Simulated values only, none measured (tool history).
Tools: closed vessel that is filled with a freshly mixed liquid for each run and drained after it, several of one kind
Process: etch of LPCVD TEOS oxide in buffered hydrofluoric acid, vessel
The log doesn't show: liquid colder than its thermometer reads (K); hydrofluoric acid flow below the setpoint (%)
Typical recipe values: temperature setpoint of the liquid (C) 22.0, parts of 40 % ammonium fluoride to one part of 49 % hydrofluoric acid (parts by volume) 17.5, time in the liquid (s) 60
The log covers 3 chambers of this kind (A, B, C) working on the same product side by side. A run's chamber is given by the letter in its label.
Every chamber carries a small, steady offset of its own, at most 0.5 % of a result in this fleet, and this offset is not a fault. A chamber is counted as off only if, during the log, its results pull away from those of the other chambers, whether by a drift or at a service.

run   hour  temperature setpoint of the liquid (C)  parts of 40 % ammonium fluoride to one part of 49 % hydrofluoric acid (parts by volume)  time in the liquid (s)  hours since the thermometer was replaced  hours since the hydrofluoric acid flow meter was replaced  read-back film thickness of the LPCVD TEOS oxide reference wafer, read on the same gauge (nm)  thickness taken off the LPCVD TEOS oxide on a monitor wafer (angstrom)
 1C    9.9                                    22.0                                                                                     17.5                      60                                     432.0                                                       99.8                                                                                         39.985                                                                  633.85
 2B   19.1                                    22.0                                                                                     17.5                      60                                     518.3                                                      113.2                                                                                         39.994                                                                  641.09
 3A   28.8                                    22.0                                                                                     17.5                      60                                     269.0                                                      335.8                                                                                         39.991                                                                  631.13
 4A   39.9                                    22.0                                                                                     17.5                      60                                     280.1                                                      346.9                                                                                         39.993                                                                  639.93
 5B   46.8                                    22.0                                                                                     17.5                      60                                     546.0                                                      140.9                                                                                         40.000                                                                  643.24
 6C   57.7                                    22.0                                                                                     17.5                      60                                     479.8                                                      147.6                                                                                         40.008                                                                  637.81
 7B   66.3                                    23.5                                                                                     17.5                      60                                     565.5                                                      160.4                                                                                         39.998                                                                  689.96
 8C   73.8                                    23.5                                                                                     17.5                      60                                     495.9                                                      163.7                                                                                         40.030                                                                  687.26
 9A   83.4                                    23.5                                                                                     17.5                      60                                     323.6                                                      390.4                                                                                         39.995                                                                  697.38
10A   88.8                                    22.0                                                                                     17.5                      60                                     329.0                                                      395.8                                                                                         39.987                                                                  633.35
11C   96.5                                    22.0                                                                                     17.5                      60                                     518.6                                                      186.4                                                                                         39.984                                                                  626.80
12B  105.9                                    22.0                                                                                     17.5                      60                                     605.1                                                      200.0                                                                                         39.995                                                                  639.36
13A  114.9                                    22.0                                                                                     17.5                      60                                     355.1                                                      421.9                                                                                         40.008                                                                  636.89
14B  120.4                                    22.0                                                                                     17.5                      60                                     619.6                                                      214.5                                                                                         39.999                                                                  635.23
15C  130.1                                    22.0                                                                                     17.5                      60                                     552.2                                                      220.0                                                                                         40.017                                                                  619.24
16B  137.4                                    22.0                                                                                     17.5                      60                                     636.6                                                      231.5                                                                                         40.000                                                                  632.16
17C  143.5                                    22.0                                                                                     17.5                      60                                     565.6                                                      233.4                                                                                         40.017                                                                  613.53
18A  153.1                                    22.0                                                                                     17.5                      60                                     393.3                                                      460.1                                                                                         39.986                                                                  630.79
19A  162.5                                    22.0                                                                                     17.5                      60                                     402.7                                                      469.5                                                                                         40.002                                                                  639.56
20C  173.8                                    22.0                                                                                     17.5                      60                                     595.9                                                      263.7                                                                                         39.991                                                                  611.72
21B  179.4                                    22.0                                                                                     17.5                      60                                     678.6                                                      273.5                                                                                         40.003                                                                  633.80
22C  190.8                                    22.0                                                                                     17.5                      60                                     612.9                                                      280.7                                                                                         39.997                                                                  609.57
23B  201.8                                    22.0                                                                                     17.5                      60                                     701.0                                                      295.9                                                                                         39.997                                                                  633.02
24A  208.8                                    22.0                                                                                     17.5                      60                                     449.0                                                      515.8                                                                                         40.003                                                                  638.31
25C  215.3                                    22.0                                                                                     17.5                      60                                     637.4                                                      305.2                                                                                         39.975                                                                  596.04

Does one chamber stand apart from the rest, does the shared gauge drift, or is all well apart from small per-chamber offsets? Give the chamber and the most likely cause, where there is one.

Chamber C drifts away from the others.
Likeliest cause: liquid colder than its thermometer reads (K) = 1.19.
It could be hard to tell apart here from: hydrofluoric acid flow below the setpoint (%).

Which of the 4 candidates below, each the usual settings with something changed and its results left as question marks, puts chamber C back in line with what the other chambers give on the usual settings?
In line here means within this much of the mean the other chambers give on the usual settings: thickness taken off the LPCVD TEOS oxide on a monitor wafer (angstrom) 14.00
26C-1  223.5                                    22.0                                                                                     17.0                      60                                                                                                                                                                                                                                                                           ?
26C-2  223.5                                    22.5                                                                                     17.0                      60                                                                                                                                                                                                                                                                           ?
26C-3  223.5                                    22.0                                                                                     18.0                      60                                                                                                                                                                                                                                                                           ?
26C-4  223.5                                    21.5                                                                                     18.0                      60                                                                                                                                                                                                                                                                           ?

What the other chambers average on the usual settings: thickness taken off the LPCVD TEOS oxide on a monitor wafer (angstrom) 634.89
  run  thickness taken off the LPCVD TEOS oxide on a monitor wafer (angstrom)
26C-1                                                                  616.12
26C-2                                                                  633.88
26C-3                                                                  582.28
26C-4                                                                  566.23
26C-2 brings the chamber back in line.
